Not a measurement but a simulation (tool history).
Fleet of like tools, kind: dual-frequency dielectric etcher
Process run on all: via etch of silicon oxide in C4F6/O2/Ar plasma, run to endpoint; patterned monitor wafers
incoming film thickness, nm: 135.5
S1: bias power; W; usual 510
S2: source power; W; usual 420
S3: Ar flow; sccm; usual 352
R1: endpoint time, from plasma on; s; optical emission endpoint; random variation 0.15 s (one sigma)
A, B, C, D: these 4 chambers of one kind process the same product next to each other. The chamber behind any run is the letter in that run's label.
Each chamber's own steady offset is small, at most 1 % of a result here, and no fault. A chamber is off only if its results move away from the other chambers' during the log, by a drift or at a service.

| run | hour | S1 | S2 | S3 | R1 |
|---|---|---|---|---|---|
| 1B | 11.1 | 510 | 420 | 352 | 29.464 |
| 2D | 23.4 | 510 | 420 | 352 | 29.460 |
| 3A | 30.8 | 510 | 420 | 352 | 29.979 |
| 4C | 39.2 | 510 | 420 | 352 | 29.398 |
| 5B | 49.7 | 510 | 420 | 352 | 29.476 |
| 6A | 58.1 | 510 | 420 | 352 | 29.721 |
| 7D | 64.6 | 510 | 350 | 352 | 31.324 |
| 8C | 74.3 | 510 | 350 | 352 | 31.425 |
| 9C | 81.8 | 510 | 350 | 352 | 31.199 |
| 10B | 91.7 | 510 | 350 | 352 | 31.846 |
|  | 98.1 | chamber C: wet clean of the chamber |
| 11A | 103.6 | 510 | 420 | 352 | 29.720 |
|  | 113.0 | chamber D: wet clean of the chamber |
| 12D | 115.8 | 510 | 420 | 352 | 29.416 |
|  | 115.9 | chamber A: bias power generator calibrated |
| 13D | 123.4 | 510 | 420 | 352 | 29.667 |
| 14A | 129.9 | 510 | 420 | 352 | 29.876 |
|  | 130.8 | chamber A: wet clean of the chamber |
|  | 133.2 | chamber D: source power generator calibrated |
|  | 137.8 | chamber C: bias power generator calibrated |
| 15C | 140.8 | 510 | 420 | 352 | 29.319 |
|  | 142.1 | chamber B: wet clean of the chamber |
| 16B | 149.9 | 510 | 420 | 352 | 30.924 |
|  | 150.7 | chamber B: source power generator calibrated |
| 17D | 156.9 | 510 | 420 | 352 | 29.662 |
| 18A | 162.8 | 510 | 420 | 406 | 30.046 |
| 19C | 171.8 | 510 | 420 | 406 | 29.708 |
| 20B | 182.8 | 510 | 420 | 406 | 32.024 |
| 21B | 191.1 | 510 | 420 | 406 | 31.661 |
| 22D | 197.5 | 510 | 420 | 352 | 29.726 |
| 23A | 208.2 | 465 | 420 | 299 | 30.162 |
| 24C | 213.7 | 465 | 420 | 299 | 29.755 |
| 25D | 226.1 | 465 | 420 | 299 | 30.175 |
| 26B | 238.6 | 465 | 420 | 299 | 31.639 |
| 27A | 249.7 | 510 | 420 | 352 | 29.658 |
| 28C | 257.5 | 510 | 420 | 352 | 29.341 |
| 29D | 266.9 | 510 | 420 | 352 | 29.288 |
| 30C | 272.9 | 510 | 420 | 352 | 29.654 |
| 31A | 284.9 | 510 | 420 | 352 | 29.802 |
| 32B | 295.6 | 510 | 420 | 352 | 31.315 |
| 33C | 306.8 | 510 | 420 | 352 | 29.354 |
| 34A | 315.2 | 510 | 420 | 352 | 30.062 |
| 35D | 325.4 | 510 | 420 | 352 | 29.333 |
| 36B | 337.7 | 510 | 420 | 352 | 31.260 |
| 37A | 343.9 | 510 | 420 | 352 | 29.861 |
| 38B | 355.6 | 624 | 370 | 352 | 30.306 |
| 39C | 367.2 | 624 | 370 | 352 | 28.319 |
| 40D | 377.8 | 624 | 370 | 352 | 28.671 |

All chambers now run identical settings, listed one chamber a line with results as question marks. What results will each chamber show?
| 41A | 386.8 | 395 | 420 | 352 | ? |
| 41B | 386.8 | 395 | 420 | 352 | ? |
| 41C | 386.8 | 395 | 420 | 352 | ? |
| 41D | 386.8 | 395 | 420 | 352 | ? |

| run | R1 |
|---|---|
| 41A | 32.515 |
| 41B | 34.109 |
| 41C | 32.128 |
| 41D | 32.766 |
